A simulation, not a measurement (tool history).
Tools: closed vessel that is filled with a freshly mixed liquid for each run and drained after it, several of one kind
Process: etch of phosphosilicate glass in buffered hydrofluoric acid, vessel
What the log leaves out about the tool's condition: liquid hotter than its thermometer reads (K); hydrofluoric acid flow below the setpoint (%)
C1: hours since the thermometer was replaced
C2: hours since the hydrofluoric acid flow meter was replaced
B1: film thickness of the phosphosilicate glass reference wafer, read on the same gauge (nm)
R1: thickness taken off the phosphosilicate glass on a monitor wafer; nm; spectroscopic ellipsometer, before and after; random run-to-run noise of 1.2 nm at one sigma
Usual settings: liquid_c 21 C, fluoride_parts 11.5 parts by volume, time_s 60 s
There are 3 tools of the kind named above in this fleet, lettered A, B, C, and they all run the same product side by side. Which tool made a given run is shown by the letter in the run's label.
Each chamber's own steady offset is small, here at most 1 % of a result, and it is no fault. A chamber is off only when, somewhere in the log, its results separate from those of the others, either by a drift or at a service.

Run 1B, hour 14: usual settings; C1 532.4; C2 1549.5; B1 129.94. Result: R1 411.12 nm.
Run 2A, hour 26.4: usual settings; C1 2093.9; C2 225.1; B1 130. Result: R1 412.39 nm.
Run 3C, hour 40.7: usual settings; C1 1740.1; C2 55.3; B1 130.03. Result: R1 412.65 nm.
Run 4B, hour 50.3: usual settings; C1 568.7; C2 1585.8; B1 130.01. Result: R1 411.24 nm.
At hour 54.7: chamber A: thermometer replaced.
Run 5A, hour 58.7: usual settings; C1 4; C2 257.4; B1 130.01. Result: R1 412.05 nm.
Run 6C, hour 68.9: usual settings but fluoride_parts 8 parts by volume; C1 1768.3; C2 83.5; B1 129.95. Result: R1 574.34 nm.
Run 7B, hour 76.8: usual settings but fluoride_parts 8 parts by volume; C1 595.2; C2 1612.3; B1 130.03. Result: R1 569.44 nm.
Run 8C, hour 84.9: usual settings but fluoride_parts 8 parts by volume; C1 1784.3; C2 99.5; B1 129.99. Result: R1 572.32 nm.
Run 9A, hour 97.3: usual settings; C1 42.6; C2 296; B1 130.02. Result: R1 410.8 nm.
Run 10A, hour 111.6: usual settings; C1 56.9; C2 310.3; B1 129.97. Result: R1 410.7 nm.
Run 11C, hour 120.8: usual settings but fluoride_parts 15.5 parts by volume; C1 1820.2; C2 135.4; B1 130.03. Result: R1 304.14 nm.
Run 12B, hour 131.7: usual settings but fluoride_parts 15.5 parts by volume; C1 650.1; C2 1667.2; B1 130.04. Result: R1 308.43 nm.
Run 13B, hour 144.1: usual settings but fluoride_parts 15.5 parts by volume; C1 662.5; C2 1679.6; B1 130.02. Result: R1 306.84 nm.
Run 14C, hour 156.5: usual settings; C1 1855.9; C2 171.1; B1 129.97. Result: R1 412.12 nm.
Run 15A, hour 168.8: usual settings; C1 114.1; C2 367.5; B1 130.03. Result: R1 409.07 nm.
Run 16C, hour 177.2: usual settings; C1 1876.6; C2 191.8; B1 129.99. Result: R1 411.02 nm.
At hour 190.6: chamber C: thermometer replaced.
Run 17A, hour 191.6: usual settings; C1 136.9; C2 390.3; B1 129.99. Result: R1 412.19 nm.
Run 18B, hour 205.8: usual settings; C1 724.2; C2 1741.3; B1 129.99. Result: R1 406.81 nm.
Run 19A, hour 217.2: usual settings; C1 162.5; C2 415.9; B1 130.02. Result: R1 411.05 nm.
Run 20C, hour 223.6: usual settings; C1 33.1; C2 238.2; B1 129.99. Result: R1 409.17 nm.
Run 21B, hour 235.5: usual settings; C1 753.9; C2 1771; B1 130.01. Result: R1 408.73 nm.
Run 22C, hour 246.5: usual settings; C1 56; C2 261.1; B1 130. Result: R1 411.75 nm.
Run 23A, hour 257.3: usual settings but fluoride_parts 15.5 parts by volume; C1 202.6; C2 456; B1 129.98. Result: R1 305.89 nm.
Run 24B, hour 263.9: usual settings but fluoride_parts 15.5 parts by volume; C1 782.3; C2 1799.4; B1 130. Result: R1 304.77 nm.
Run 25C, hour 270.5: usual settings but fluoride_parts 15.5 parts by volume; C1 80; C2 285.1; B1 130. Result: R1 305.48 nm.
Run 26A, hour 277.1: usual settings; C1 222.4; C2 475.8; B1 129.98. Result: R1 409.94 nm.
Run 27B, hour 288.3: usual settings; C1 806.7; C2 1823.8; B1 129.97. Result: R1 405.36 nm.
Run 28A, hour 302.3: usual settings but liquid_c 25.5 C; C1 247.6; C2 501; B1 129.99. Result: R1 524.4 nm.
Run 29B, hour 311.6: usual settings but liquid_c 25.5 C; C1 830; C2 1847.1; B1 130.04. Result: R1 517.81 nm.
Run 30C, hour 322.3: usual settings but liquid_c 25.5 C; C1 131.8; C2 336.9; B1 130.02. Result: R1 523.62 nm.
Run 31B, hour 335.3: usual settings; C1 853.7; C2 1870.8; B1 130.03. Result: R1 404.64 nm.
Run 32C, hour 348.7: usual settings; C1 158.2; C2 363.3; B1 130.02. Result: R1 409.18 nm.
Run 33A, hour 360: usual settings; C1 305.3; C2 558.7; B1 130. Result: R1 410.28 nm.
Run 34B, hour 369.4: usual settings; C1 887.8; C2 1904.9; B1 130.03. Result: R1 402.33 nm.
Run 35A, hour 376.4: usual settings; C1 321.7; C2 575.1; B1 130.01. Result: R1 411.15 nm.
Run 36C, hour 388.7: usual settings; C1 198.2; C2 403.3; B1 130.02. Result: R1 410.32 nm.
Run 37C, hour 397: usual settings; C1 206.5; C2 411.6; B1 129.99. Result: R1 408.69 nm.
Run 38B, hour 407: usual settings; C1 925.4; C2 1942.5; B1 130.02. Result: R1 404.5 nm.
Run 39A, hour 418.6: usual settings but liquid_c 18.5 C; C1 363.9; C2 617.3; B1 130.02. Result: R1 357.57 nm.
Run 40B, hour 432.7: usual settings but liquid_c 18.5 C; C1 951.1; C2 1968.2; B1 130. Result: R1 346.91 nm.
Run 41A, hour 442.7: usual settings but liquid_c 18.5 C; C1 388; C2 641.4; B1 129.99. Result: R1 356.47 nm.

The same settings go to every chamber for the next run, one line per chamber below. Forecast the results for each:
Run 42A, hour 453.1: usual settings. Result: R1 ?.
Run 42B, hour 453.1: usual settings. Result: R1 ?.
Run 42C, hour 453.1: usual settings. Result: R1 ?.

run      R1
42A  409.97
42B  398.81
42C  410.88
